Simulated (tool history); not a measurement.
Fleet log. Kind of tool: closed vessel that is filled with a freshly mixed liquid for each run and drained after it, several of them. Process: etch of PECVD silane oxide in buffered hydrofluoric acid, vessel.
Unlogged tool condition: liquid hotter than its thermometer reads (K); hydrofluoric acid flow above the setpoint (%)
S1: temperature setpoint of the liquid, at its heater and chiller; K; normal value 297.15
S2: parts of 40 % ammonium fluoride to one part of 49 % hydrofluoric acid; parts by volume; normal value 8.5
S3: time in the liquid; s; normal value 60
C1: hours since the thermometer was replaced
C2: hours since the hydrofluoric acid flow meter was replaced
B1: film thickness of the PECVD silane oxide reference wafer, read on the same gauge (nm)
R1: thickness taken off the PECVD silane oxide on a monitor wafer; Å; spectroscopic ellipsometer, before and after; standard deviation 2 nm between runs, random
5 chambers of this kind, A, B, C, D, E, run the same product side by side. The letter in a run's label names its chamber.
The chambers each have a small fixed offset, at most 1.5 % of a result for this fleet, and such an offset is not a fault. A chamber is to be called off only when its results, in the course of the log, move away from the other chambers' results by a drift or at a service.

{"run": "1C", "hour": 6.1, "S1": 297.15, "S2": 8.5, "S3": 60, "C1": 355.9, "C2": 111.2, "B1": 70.004, "R1": 2736.8}
{"run": "2A", "hour": 9.7, "S1": 297.15, "S2": 8.5, "S3": 60, "C1": 119.8, "C2": 293.9, "B1": 70.008, "R1": 2763.1}
{"run": "3E", "hour": 15.0, "S1": 297.15, "S2": 8.5, "S3": 60, "C1": 984.7, "C2": 552.7, "B1": 69.995, "R1": 2783.3}
{"run": "4B", "hour": 22.2, "S1": 297.15, "S2": 8.5, "S3": 60, "C1": 1731.1, "C2": 1109.8, "B1": 70.01, "R1": 2747.9}
{"run": "5D", "hour": 28.2, "S1": 297.15, "S2": 8.5, "S3": 45, "C1": 558.3, "C2": 568.5, "B1": 70.005, "R1": 2082.9}
{"run": "6C", "hour": 35.4, "S1": 297.15, "S2": 8.5, "S3": 45, "C1": 385.2, "C2": 140.5, "B1": 69.949, "R1": 2059.3}
{"run": "7B", "hour": 39.4, "S1": 297.15, "S2": 8.5, "S3": 45, "C1": 1748.3, "C2": 1127, "B1": 70.017, "R1": 2073.7}
{"run": "8E", "hour": 43.3, "S1": 297.15, "S2": 8.5, "S3": 45, "C1": 1013, "C2": 581, "B1": 70.054, "R1": 2053.9}
{"run": "9D", "hour": 47.2, "S1": 297.15, "S2": 8.5, "S3": 45, "C1": 577.3, "C2": 587.5, "B1": 70.001, "R1": 2047.3}
{"run": "10A", "hour": 54.5, "S1": 297.15, "S2": 8.5, "S3": 60, "C1": 164.6, "C2": 338.7, "B1": 70, "R1": 2766.3}
{"run": "11B", "hour": 59.8, "S1": 297.15, "S2": 8.5, "S3": 60, "C1": 1768.7, "C2": 1147.4, "B1": 69.982, "R1": 2764.2}
{"run": "12C", "hour": 63.6, "S1": 297.15, "S2": 8.5, "S3": 60, "C1": 413.4, "C2": 168.7, "B1": 70.004, "R1": 2723.5}
{"run": "13A", "hour": 68.0, "S1": 297.15, "S2": 8.5, "S3": 60, "C1": 178.1, "C2": 352.2, "B1": 69.987, "R1": 2769.6}
{"run": "14E", "hour": 73.7, "S1": 297.15, "S2": 8.5, "S3": 60, "C1": 1043.4, "C2": 611.4, "B1": 69.987, "R1": 2799.3}
{"run": "15D", "hour": 78.8, "S1": 297.15, "S2": 8.5, "S3": 60, "C1": 608.9, "C2": 619.1, "B1": 70.031, "R1": 2740.1}
{"run": "16B", "hour": 82.4, "S1": 297.15, "S2": 8.5, "S3": 60, "C1": 1791.3, "C2": 1170, "B1": 70.002, "R1": 2750.6}
{"run": "17C", "hour": 88.4, "S1": 297.15, "S2": 8.5, "S3": 60, "C1": 438.2, "C2": 193.5, "B1": 70.01, "R1": 2731.4}
{"run": "18D", "hour": 93.8, "S1": 297.15, "S2": 8.5, "S3": 60, "C1": 623.9, "C2": 634.1, "B1": 70.049, "R1": 2737}
{"run": "19E", "hour": 98.6, "S1": 297.15, "S2": 8.5, "S3": 60, "C1": 1068.3, "C2": 636.3, "B1": 69.998, "R1": 2799}
{"run": "20A", "hour": 102.8, "S1": 297.15, "S2": 8.5, "S3": 60, "C1": 212.9, "C2": 387, "B1": 69.958, "R1": 2799.8}
{"run": "21E", "hour": 106.3, "S1": 297.15, "S2": 8.5, "S3": 60, "C1": 1076, "C2": 644, "B1": 70.008, "R1": 2742.9}
{"run": "22B", "hour": 112.6, "S1": 297.15, "S2": 8.5, "S3": 60, "C1": 1821.5, "C2": 1200.2, "B1": 70.043, "R1": 2786.3}
{"run": "23D", "hour": 116.0, "S1": 297.15, "S2": 8.5, "S3": 60, "C1": 646.1, "C2": 656.3, "B1": 69.977, "R1": 2735.5}
{"run": "24A", "hour": 121.3, "S1": 297.15, "S2": 8.5, "S3": 60, "C1": 231.4, "C2": 405.5, "B1": 70.031, "R1": 2766.2}
{"run": "25C", "hour": 128.5, "S1": 297.15, "S2": 8.5, "S3": 60, "C1": 478.3, "C2": 233.6, "B1": 69.979, "R1": 2742.2}
{"run": "26D", "hour": 135.9, "S1": 297.15, "S2": 8.5, "S3": 60, "C1": 666, "C2": 676.2, "B1": 69.948, "R1": 2706.7}
{"run": "27B", "hour": 142.9, "S1": 297.15, "S2": 8.5, "S3": 60, "C1": 1851.8, "C2": 1230.5, "B1": 69.991, "R1": 2829.6}
{"run": "28E", "hour": 148.6, "S1": 297.15, "S2": 8.5, "S3": 60, "C1": 1118.3, "C2": 686.3, "B1": 69.993, "R1": 2777.8}
{"run": "29A", "hour": 155.6, "S1": 293.65, "S2": 8.5, "S3": 60, "C1": 265.7, "C2": 439.8, "B1": 70, "R1": 2289.8}
{"run": "30C", "hour": 162.0, "S1": 293.65, "S2": 8.5, "S3": 60, "C1": 511.8, "C2": 267.1, "B1": 70.029, "R1": 2245.3}
{"run": "31A", "hour": 165.3, "S1": 293.65, "S2": 8.5, "S3": 60, "C1": 275.4, "C2": 449.5, "B1": 69.977, "R1": 2296.2}
{"run": "32B", "hour": 171.9, "S1": 293.65, "S2": 8.5, "S3": 60, "C1": 1880.8, "C2": 1259.5, "B1": 69.992, "R1": 2398}
{"run": "33C", "hour": 176.0, "S1": 293.65, "S2": 8.5, "S3": 60, "C1": 525.8, "C2": 281.1, "B1": 70.032, "R1": 2247.7}
{"run": "34E", "hour": 182.4, "S1": 297.15, "S2": 8.5, "S3": 60, "C1": 1152.1, "C2": 720.1, "B1": 70.008, "R1": 2780.8}
{"run": "35D", "hour": 189.5, "S1": 297.15, "S2": 8.5, "S3": 60, "C1": 719.6, "C2": 729.8, "B1": 69.977, "R1": 2777.2}
{"run": "36E", "hour": 196.1, "S1": 297.15, "S2": 8.5, "S3": 60, "C1": 1165.8, "C2": 733.8, "B1": 69.961, "R1": 2786.2}
{"run": "37B", "hour": 203.5, "S1": 297.15, "S2": 8.5, "S3": 60, "C1": 1912.4, "C2": 1291.1, "B1": 69.994, "R1": 2913.8}
{"run": "38A", "hour": 207.8, "S1": 297.15, "S2": 8.5, "S3": 60, "C1": 317.9, "C2": 492, "B1": 70.016, "R1": 2737.1}
{"run": "39C", "hour": 211.8, "S1": 297.15, "S2": 8.5, "S3": 60, "C1": 561.6, "C2": 316.9, "B1": 69.997, "R1": 2726.6}
{"run": "40D", "hour": 218.8, "S1": 297.15, "S2": 8.5, "S3": 60, "C1": 748.9, "C2": 759.1, "B1": 69.989, "R1": 2764}
{"run": "41D", "hour": 225.0, "S1": 297.15, "S2": 8.5, "S3": 60, "C1": 755.1, "C2": 765.3, "B1": 69.948, "R1": 2769.8}

Predict what each chamber gives when all 5 of them run the settings below next.
{"run": "42A", "hour": 230.4, "S1": 297.15, "S2": 8.5, "S3": 60, "R1": "?"}
{"run": "42B", "hour": 230.4, "S1": 297.15, "S2": 8.5, "S3": 60, "R1": "?"}
{"run": "42C", "hour": 230.4, "S1": 297.15, "S2": 8.5, "S3": 60, "R1": "?"}
{"run": "42D", "hour": 230.4, "S1": 297.15, "S2": 8.5, "S3": 60, "R1": "?"}
{"run": "42E", "hour": 230.4, "S1": 297.15, "S2": 8.5, "S3": 60, "R1": "?"}

run=42A R1=2821.7
run=42B R1=2975.2
run=42C R1=2728.2
run=42D R1=2739.4
run=42E R1=2782.7

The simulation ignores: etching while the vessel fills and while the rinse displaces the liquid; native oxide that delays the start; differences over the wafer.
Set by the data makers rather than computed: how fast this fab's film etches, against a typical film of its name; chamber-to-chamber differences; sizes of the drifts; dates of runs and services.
